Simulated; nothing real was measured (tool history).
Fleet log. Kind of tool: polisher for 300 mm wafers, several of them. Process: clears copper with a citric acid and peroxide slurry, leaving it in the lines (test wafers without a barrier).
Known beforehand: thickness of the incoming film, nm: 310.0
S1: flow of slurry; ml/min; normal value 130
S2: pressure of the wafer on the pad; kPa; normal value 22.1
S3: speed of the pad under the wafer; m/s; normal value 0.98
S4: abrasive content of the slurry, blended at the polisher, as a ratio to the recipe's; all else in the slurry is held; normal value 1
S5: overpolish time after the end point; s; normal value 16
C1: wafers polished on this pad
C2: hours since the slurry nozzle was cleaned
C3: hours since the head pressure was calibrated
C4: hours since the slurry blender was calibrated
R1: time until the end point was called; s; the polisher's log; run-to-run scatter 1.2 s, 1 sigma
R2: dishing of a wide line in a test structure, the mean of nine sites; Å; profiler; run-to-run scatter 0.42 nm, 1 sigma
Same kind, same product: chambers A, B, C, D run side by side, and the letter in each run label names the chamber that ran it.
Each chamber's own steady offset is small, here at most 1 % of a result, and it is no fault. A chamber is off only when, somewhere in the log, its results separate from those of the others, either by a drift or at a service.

run	day	S1	S2	S3	S4	S5	C1	C2	C3	C4	R1	R2
# day 0.062: chamber C: slurry blender recalibrated
1D	0.275	130	22.1	0.98	1	16	243	170.3	7.2	109.3	115.19	254.73
2A	0.683	130	22.1	0.98	1	16	487	230.3	409	21.7	115.53	262.33
# day 0.862: chamber D: slurry blender recalibrated
# day 1.038: chamber C: slurry nozzle cleaned
3B	1.208	130	22.1	0.98	1	16	359	518.6	476.6	137.1	113.88	259.07
4C	1.529	130	22.1	0.98	1	16	412	11.8	219.2	35.3	115.19	269.01
# day 1.625: chamber A: slurry nozzle cleaned
5B	1.892	130	22.1	0.86	1	16	457	535	493	153.5	132.13	237.66
6A	2.458	130	22.1	0.86	1	16	742	20.1	451.6	64.3	128.35	237.59
# day 2.729: chamber A: head pressure recalibrated
7C	2.929	130	22.1	0.86	1	16	614	45.4	252.8	68.9	132.51	231.44
8D	3.321	130	22.1	0.86	1	16	681	243.4	80.3	59	131.36	232.83
9B	3.892	130	22.1	0.98	1	16	745	583	541	201.5	113.93	257.45
10D	4.446	130	22.1	0.98	1	16	843	270.4	107.3	86	113.53	260.47
11C	4.975	130	22.1	0.98	1	16	908	94.5	301.9	118	115.17	262.74
# day 4.983: chamber A: worn pad replaced by a new one
# day 4.996: chamber D: worn pad replaced by a new one
# day 5.079: chamber B: worn pad replaced by a new one
12A	5.567	130	22.1	0.98	1	16	84	94.7	68.2	138.9	113.04	266.44
13C	6.117	130	22.1	0.98	1	16	1072	121.9	329.3	145.4	116.93	257.79
14D	6.717	130	22.1	0.98	1	16	247	324.9	161.8	140.5	114.71	262.54
# day 6.879: chamber D: slurry blender recalibrated
15A	7.317	130	22.1	0.98	1	16	336	136.7	110.2	180.9	113.25	264.39
16B	7.592	130	22.1	0.98	1	16	361	671.8	629.8	290.3	121.71	251.05
17C	7.979	130	22.1	0.98	1	16	1340	166.6	374	190.1	115.56	259.41
18D	8.388	130	22.1	0.98	1	16	488	365	201.9	36.2	116.6	256.16
19A	8.988	130	22.1	0.98	1	16	576	176.8	150.3	221	113.96	259.91
# day 9.238: chamber C: worn pad replaced by a new one
20B	9.488	130	22.1	0.98	1	16	634	717.3	675.3	335.8	123.57	243.42
21D	9.996	130	22.1	0.98	1	16	719	403.6	240.5	74.8	117.02	264.65
# day 10.125: chamber C: slurry blender recalibrated
22B	10.271	130	22.1	0.98	1	16	746	736.1	694.1	354.6	125.85	241.93
23A	10.608	130	22.1	0.98	1	16	809	215.7	189.2	259.9	113.47	258.88
24C	10.942	130	22.1	0.98	1	16	245	237.7	445.1	19.6	116.9	253.03
25C	11.212	130	22.1	0.98	1	16	284	244.2	451.6	26.1	115.31	257.95

Does one chamber stand apart from the rest, does the shared gauge drift, or is all well apart from small per-chamber offsets? Give the chamber and the most likely cause, where there is one.

One chamber, B, drifts off from the rest bit by bit.
Most likely cause: slurry flow missing at the pad, % = 35.8.
It could be hard to tell apart here from: head's pressure below its setpoint, %; abrasive missing from the slurry, %.

Here are 4 candidates for chamber B's next run, each the usual settings with a change, their results left as question marks. Which one brings its results back in line with what the others give on the usual settings?
In line here means within this much of the mean the other chambers give on the usual settings: R1 4.2 s; R2 15 Å
26B-1	11.658	130	20.7	0.94	1	16					?	?
26B-2	11.658	130	23.4	1.04	1	16					?	?
26B-3	11.658	135	24.1	1.08	1	16					?	?
26B-4	11.658	125	20	0.9	1	16					?	?

Other chambers, usual settings, mean: R1 114.76 s; R2 259.86 Å
run	R1	R2
26B-1	142.18	222.09
26B-2	114.02	262.93
26B-3	105.65	277.95
26B-4	155.11	207.33
Change 26B-2 lands the chamber within the allowed miss of the other chambers.
